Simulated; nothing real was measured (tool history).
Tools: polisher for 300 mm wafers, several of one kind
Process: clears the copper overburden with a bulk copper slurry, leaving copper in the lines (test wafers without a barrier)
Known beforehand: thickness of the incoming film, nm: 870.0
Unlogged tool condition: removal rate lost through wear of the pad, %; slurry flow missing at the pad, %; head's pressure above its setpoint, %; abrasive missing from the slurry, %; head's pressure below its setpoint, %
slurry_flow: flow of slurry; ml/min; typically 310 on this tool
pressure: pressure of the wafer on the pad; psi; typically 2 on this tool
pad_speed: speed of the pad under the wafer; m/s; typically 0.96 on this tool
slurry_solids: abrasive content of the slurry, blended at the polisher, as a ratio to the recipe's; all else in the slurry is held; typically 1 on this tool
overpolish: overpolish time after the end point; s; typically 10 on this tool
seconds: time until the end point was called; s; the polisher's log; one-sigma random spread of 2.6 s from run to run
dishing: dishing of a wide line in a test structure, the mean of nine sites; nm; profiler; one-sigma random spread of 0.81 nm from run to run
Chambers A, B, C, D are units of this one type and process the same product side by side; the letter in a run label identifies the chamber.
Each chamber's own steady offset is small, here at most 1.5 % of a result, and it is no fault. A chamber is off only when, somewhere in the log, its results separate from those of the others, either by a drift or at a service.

| run | day | slurry_flow | pressure | pad_speed | slurry_solids | overpolish | wafers polished on this pad | hours since the slurry nozzle was cleaned | hours since the head pressure was calibrated | hours since the slurry blender was calibrated | seconds | dishing |
|---|---|---|---|---|---|---|---|---|---|---|---|---|
| 1C | 0.246 | 310 | 2 | 0.96 | 1 | 10 | 1046 | 755.4 | 15.1 | 157.9 | 158.03 | 36.138 |
|  | 0.346 | chamber C: worn pad replaced by a new one |
| 2A | 0.496 | 310 | 2 | 0.96 | 1 | 10 | 192 | 93.9 | 38.2 | 317 | 161.38 | 37.013 |
| 3D | 0.721 | 310 | 2 | 0.96 | 1 | 10 | 1000 | 344 | 106.7 | 27 | 159.92 | 37.548 |
|  | 0.883 | chamber D: worn pad replaced by a new one |
| 4B | 0.917 | 310 | 2 | 0.96 | 1 | 10 | 308 | 523.2 | 245.6 | 109.6 | 158.34 | 36.169 |
|  | 1.179 | chamber A: slurry blender recalibrated |
| 5D | 1.221 | 310 | 2 | 0.96 | 1 | 10 | 59 | 356 | 118.7 | 39 | 161.81 | 36.906 |
|  | 1.292 | chamber B: slurry blender recalibrated |
|  | 1.45 | chamber C: slurry nozzle cleaned |
| 6C | 1.538 | 310 | 2 | 0.96 | 1 | 10 | 209 | 2.2 | 46.1 | 188.9 | 162.92 | 36.159 |
| 7B | 1.85 | 310 | 2 | 0.96 | 1 | 10 | 472 | 545.6 | 268 | 13.5 | 160.28 | 34.971 |
| 8A | 2.088 | 310 | 2 | 0.96 | 1 | 10 | 471 | 132.1 | 76.4 | 21.9 | 161.87 | 37.049 |
| 9C | 2.362 | 310 | 2 | 0.96 | 1 | 10 | 353 | 22 | 65.9 | 208.7 | 160.41 | 36.825 |
| 10B | 2.679 | 310 | 2 | 1.28 | 1 | 4 | 617 | 565.5 | 287.9 | 33.4 | 118.11 | 21.387 |
|  | 2.783 | chamber C: slurry blender recalibrated |
| 11A | 2.875 | 310 | 2 | 1.28 | 1 | 4 | 608 | 151 | 95.3 | 40.8 | 121.34 | 20.293 |
| 12D | 3.062 | 310 | 2 | 1.28 | 1 | 4 | 381 | 400.2 | 162.9 | 83.2 | 120.68 | 20.244 |
| 13D | 3.221 | 310 | 2 | 1.28 | 1 | 4 | 409 | 404 | 166.7 | 87 | 123.93 | 20.873 |
| 14A | 3.408 | 310 | 2 | 0.96 | 1 | 10 | 702 | 163.8 | 108.1 | 53.6 | 160.34 | 37.041 |
|  | 3.592 | chamber A: worn pad replaced by a new one |
| 15B | 3.696 | 310 | 2 | 0.96 | 1 | 13 | 795 | 589.9 | 312.3 | 57.8 | 159.31 | 45.027 |
| 16C | 4.004 | 310 | 2 | 0.96 | 1 | 13 | 640 | 61.4 | 105.3 | 29.3 | 161.21 | 44.721 |
| 17B | 4.3 | 310 | 2 | 0.96 | 1 | 13 | 900 | 604.4 | 326.8 | 72.3 | 162.07 | 43.598 |
| 18C | 4.608 | 310 | 2 | 0.96 | 1 | 13 | 746 | 75.9 | 119.8 | 43.8 | 158.64 | 43.686 |
| 19D | 4.933 | 310 | 2 | 0.96 | 1 | 10 | 709 | 445.1 | 207.8 | 128.1 | 164.38 | 34.016 |
| 20A | 5.15 | 310 | 2 | 0.96 | 1 | 10 | 273 | 205.6 | 149.9 | 95.4 | 160.67 | 35.084 |
| 21B | 5.321 | 310 | 2 | 0.96 | 1 | 10 | 1079 | 628.9 | 351.3 | 96.8 | 164.53 | 36.286 |
| 22A | 5.483 | 365 | 2.6 | 0.96 | 1 | 10 | 331 | 213.6 | 157.9 | 103.4 | 122.87 | 45.05 |
| 23D | 5.742 | 365 | 2.6 | 0.96 | 1 | 10 | 850 | 464.5 | 227.2 | 147.5 | 122.26 | 44.79 |
|  | 5.912 | chamber B: slurry blender recalibrated |
| 24C | 5.988 | 365 | 2.6 | 0.96 | 1 | 10 | 987 | 109 | 152.9 | 76.9 | 120.42 | 45.781 |
|  | 6.117 | chamber C: worn pad replaced by a new one |
| 25A | 6.233 | 365 | 2.6 | 0.96 | 1 | 10 | 462 | 231.6 | 175.9 | 121.4 | 123.58 | 45.636 |
| 26C | 6.521 | 220 | 2 | 0.82 | 1 | 10 | 71 | 121.8 | 165.7 | 89.7 | 196.04 | 31.861 |
|  | 6.671 | chamber D: slurry blender recalibrated |
| 27D | 6.708 | 220 | 2 | 0.82 | 1 | 10 | 1019 | 487.7 | 250.4 | 0.9 | 193.63 | 30.299 |
| 28B | 6.962 | 220 | 2 | 0.82 | 1 | 10 | 1366 | 668.3 | 390.7 | 25.2 | 192.52 | 30.76 |
|  | 7 | chamber A: worn pad replaced by a new one |
| 29B | 7.183 | 220 | 2 | 0.82 | 1 | 10 | 1405 | 673.6 | 396 | 30.5 | 194.74 | 31.63 |
|  | 7.35 | chamber D: worn pad replaced by a new one |
| 30A | 7.475 | 310 | 1.6 | 0.96 | 1 | 10 | 83 | 261.4 | 205.7 | 151.2 | 203.83 | 29.576 |
|  | 7.596 | chamber B: worn pad replaced by a new one |
| 31C | 7.75 | 310 | 1.6 | 0.96 | 1 | 10 | 286 | 151.3 | 195.2 | 119.2 | 199.56 | 30.472 |
| 32D | 7.975 | 310 | 1.6 | 0.96 | 1 | 10 | 109 | 518.1 | 280.8 | 31.3 | 192.98 | 28.967 |
| 33C | 8.242 | 310 | 1.6 | 0.96 | 1 | 10 | 372 | 163.1 | 207 | 131 | 204.68 | 30.954 |
| 34B | 8.521 | 310 | 2 | 0.96 | 1 | 10 | 162 | 705.7 | 428.1 | 62.6 | 163 | 37.073 |
| 35A | 8.796 | 310 | 2 | 0.96 | 1 | 10 | 314 | 293.1 | 237.4 | 182.9 | 164.79 | 34.452 |
| 36D | 9.05 | 310 | 2 | 0.96 | 1 | 10 | 297 | 543.9 | 306.6 | 57.1 | 162.3 | 36.049 |
| 37B | 9.246 | 310 | 2 | 0.96 | 1 | 10 | 289 | 723.1 | 445.5 | 80 | 164.69 | 36.752 |
| 38C | 9.454 | 310 | 2 | 0.96 | 1 | 10 | 584 | 192.2 | 236.1 | 160.1 | 161.38 | 34.556 |
| 39A | 9.604 | 310 | 2 | 0.96 | 1 | 10 | 456 | 312.5 | 256.8 | 202.3 | 160.51 | 36.559 |
| 40D | 9.925 | 310 | 2 | 0.96 | 1 | 10 | 451 | 564.9 | 327.6 | 78.1 | 162.7 | 36.148 |
|  | 10.075 | chamber B: slurry blender recalibrated |
| 41C | 10.204 | 375 | 2 | 0.96 | 1 | 10 | 715 | 210.2 | 254.1 | 178.1 | 163.04 | 36.898 |
| 42A | 10.346 | 375 | 2 | 0.96 | 1 | 10 | 586 | 330.3 | 274.6 | 220.1 | 157.98 | 35.477 |
| 43B | 10.512 | 375 | 2 | 0.96 | 1 | 10 | 510 | 753.5 | 475.9 | 10.6 | 162.48 | 36.041 |
| 44D | 10.821 | 375 | 2 | 0.96 | 1 | 10 | 607 | 586.4 | 349.1 | 99.6 | 161.72 | 35.469 |

Read the log: is a single chamber off, either drifting away or since a service, is the gauge that measures every chamber drifting, or is nothing wrong beyond small per-chamber offsets? Name any odd chamber and what most likely caused it.

No chamber is off and the gauge is stable; the differences are just each chamber's small, constant offset.

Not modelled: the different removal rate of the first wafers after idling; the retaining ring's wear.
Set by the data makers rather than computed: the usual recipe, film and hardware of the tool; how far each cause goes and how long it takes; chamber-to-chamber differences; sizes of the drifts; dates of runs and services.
